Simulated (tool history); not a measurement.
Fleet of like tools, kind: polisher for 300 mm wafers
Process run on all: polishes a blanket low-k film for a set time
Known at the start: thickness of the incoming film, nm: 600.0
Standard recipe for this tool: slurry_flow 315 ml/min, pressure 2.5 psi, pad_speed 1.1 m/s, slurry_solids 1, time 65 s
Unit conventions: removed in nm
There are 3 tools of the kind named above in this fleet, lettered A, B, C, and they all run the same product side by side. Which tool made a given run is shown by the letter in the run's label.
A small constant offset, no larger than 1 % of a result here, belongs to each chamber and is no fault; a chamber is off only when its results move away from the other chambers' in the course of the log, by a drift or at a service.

| run | day | slurry_flow | pressure | pad_speed | slurry_solids | time | removed |
|---|---|---|---|---|---|---|---|
|  | 0.221 | chamber A: conditioning disc replaced and pad reconditioned |
| 1C | 0.288 | 315 | 2.5 | 1.1 | 1 | 65 | 39.581 |
| 2B | 0.6 | 315 | 2.5 | 1.1 | 1 | 65 | 40.005 |
| 3A | 1.117 | 315 | 2.5 | 1.1 | 1 | 65 | 39.61 |
| 4B | 1.55 | 315 | 2.5 | 1.1 | 1 | 65 | 40.196 |
| 5A | 1.875 | 380 | 2.5 | 0.88 | 1 | 65 | 33.729 |
|  | 2.129 | chamber A: slurry nozzle cleaned |
| 6C | 2.167 | 380 | 2.5 | 0.88 | 1 | 65 | 33.538 |
|  | 2.383 | chamber B: conditioning disc replaced and pad reconditioned |
| 7B | 2.654 | 380 | 2.5 | 0.88 | 1 | 65 | 33.505 |
| 8A | 3.025 | 315 | 2.5 | 1.1 | 1 | 65 | 40.019 |
|  | 3.162 | chamber C: worn pad replaced by a new one |
| 9C | 3.388 | 315 | 2.5 | 1.1 | 1 | 65 | 39.51 |
|  | 3.421 | chamber C: slurry blender recalibrated |
| 10A | 3.788 | 315 | 2.5 | 1.1 | 1 | 65 | 39.793 |
| 11C | 4.033 | 315 | 2.5 | 1.1 | 1 | 65 | 39.409 |
|  | 4.246 | chamber A: worn pad replaced by a new one |
| 12B | 4.283 | 315 | 2.5 | 1.1 | 1 | 65 | 40.184 |
| 13B | 4.567 | 315 | 2.5 | 0.96 | 1 | 65 | 35.387 |
| 14C | 4.812 | 315 | 2.5 | 0.96 | 1 | 65 | 35.271 |
| 15A | 5.242 | 315 | 2.5 | 0.96 | 1 | 65 | 36.217 |
| 16C | 5.525 | 315 | 2.5 | 1.1 | 1 | 65 | 39.862 |
|  | 5.683 | chamber B: slurry blender recalibrated |
| 17B | 6.004 | 315 | 2.5 | 0.78 | 1 | 65 | 29.974 |
|  | 6.275 | chamber C: worn pad replaced by a new one |
|  | 6.404 | chamber A: conditioning disc replaced and pad reconditioned |
| 18A | 6.45 | 315 | 2.5 | 0.78 | 1 | 65 | 30.436 |
| 19A | 6.804 | 315 | 2.5 | 0.78 | 1 | 65 | 30.762 |
| 20B | 7.175 | 315 | 2.5 | 1.1 | 1 | 65 | 39.036 |
| 21C | 7.608 | 315 | 2.5 | 1.1 | 1 | 65 | 39.315 |
| 22C | 8.108 | 315 | 2.5 | 1.1 | 1 | 65 | 39.288 |
|  | 8.412 | chamber B: conditioning disc replaced and pad reconditioned |
|  | 8.521 | chamber C: conditioning disc replaced and pad reconditioned |
| 23B | 8.642 | 315 | 2.5 | 1.1 | 1 | 65 | 38.727 |
| 24A | 9.104 | 315 | 2.5 | 1.1 | 1 | 65 | 40.2 |
|  | 9.262 | chamber A: worn pad replaced by a new one |
| 25B | 9.421 | 315 | 2.5 | 1.1 | 1 | 65 | 39.126 |
|  | 9.575 | chamber C: worn pad replaced by a new one |
| 26A | 9.958 | 315 | 2.5 | 1.1 | 1 | 65 | 39.766 |
| 27C | 10.346 | 220 | 2.2 | 1.1 | 1 | 65 | 33.58 |
| 28B | 10.825 | 220 | 2.2 | 1.1 | 1 | 65 | 32.544 |
|  | 11.075 | chamber C: slurry blender recalibrated |
| 29A | 11.096 | 220 | 2.2 | 1.1 | 1 | 65 | 34.025 |
| 30C | 11.342 | 315 | 2.5 | 1.1 | 1 | 65 | 39.302 |
| 31A | 11.721 | 315 | 2.5 | 1.1 | 1 | 65 | 39.3 |
| 32B | 12.15 | 315 | 2.5 | 1.1 | 1 | 65 | 38.448 |
| 33C | 12.396 | 315 | 2.5 | 1.1 | 1 | 49 | 30.117 |
|  | 12.758 | chamber C: worn pad replaced by a new one |
| 34A | 12.762 | 315 | 2.5 | 1.1 | 1 | 49 | 30.126 |
| 35B | 13 | 315 | 2.5 | 1.1 | 1 | 49 | 28.736 |
|  | 13.042 | chamber A: worn pad replaced by a new one |
|  | 13.262 | chamber A: conditioning disc replaced and pad reconditioned |
| 36C | 13.471 | 315 | 2.5 | 1.1 | 1 | 65 | 39.252 |
| 37C | 13.788 | 315 | 2.5 | 1.1 | 1 | 72 | 44.283 |
| 38A | 14.346 | 315 | 2.5 | 1.1 | 1 | 72 | 44.304 |
|  | 14.546 | chamber C: slurry nozzle cleaned |
|  | 14.658 | chamber B: conditioning disc replaced and pad reconditioned |
| 39B | 14.842 | 315 | 2.5 | 1.1 | 1 | 72 | 41.582 |
| 40C | 15.196 | 315 | 2.5 | 1.1 | 1 | 65 | 39.351 |
| 41A | 15.521 | 315 | 2.5 | 1.1 | 1 | 65 | 40.289 |

Next, every chamber runs the same settings. What will each give?
| 42A | 15.921 | 315 | 1.9 | 1.1 | 1 | 65 | ? |
| 42B | 15.921 | 315 | 1.9 | 1.1 | 1 | 65 | ? |
| 42C | 15.921 | 315 | 1.9 | 1.1 | 1 | 65 | ? |

| run | removed |
|---|---|
| 42A | 30.671 |
| 42B | 28.492 |
| 42C | 30.003 |

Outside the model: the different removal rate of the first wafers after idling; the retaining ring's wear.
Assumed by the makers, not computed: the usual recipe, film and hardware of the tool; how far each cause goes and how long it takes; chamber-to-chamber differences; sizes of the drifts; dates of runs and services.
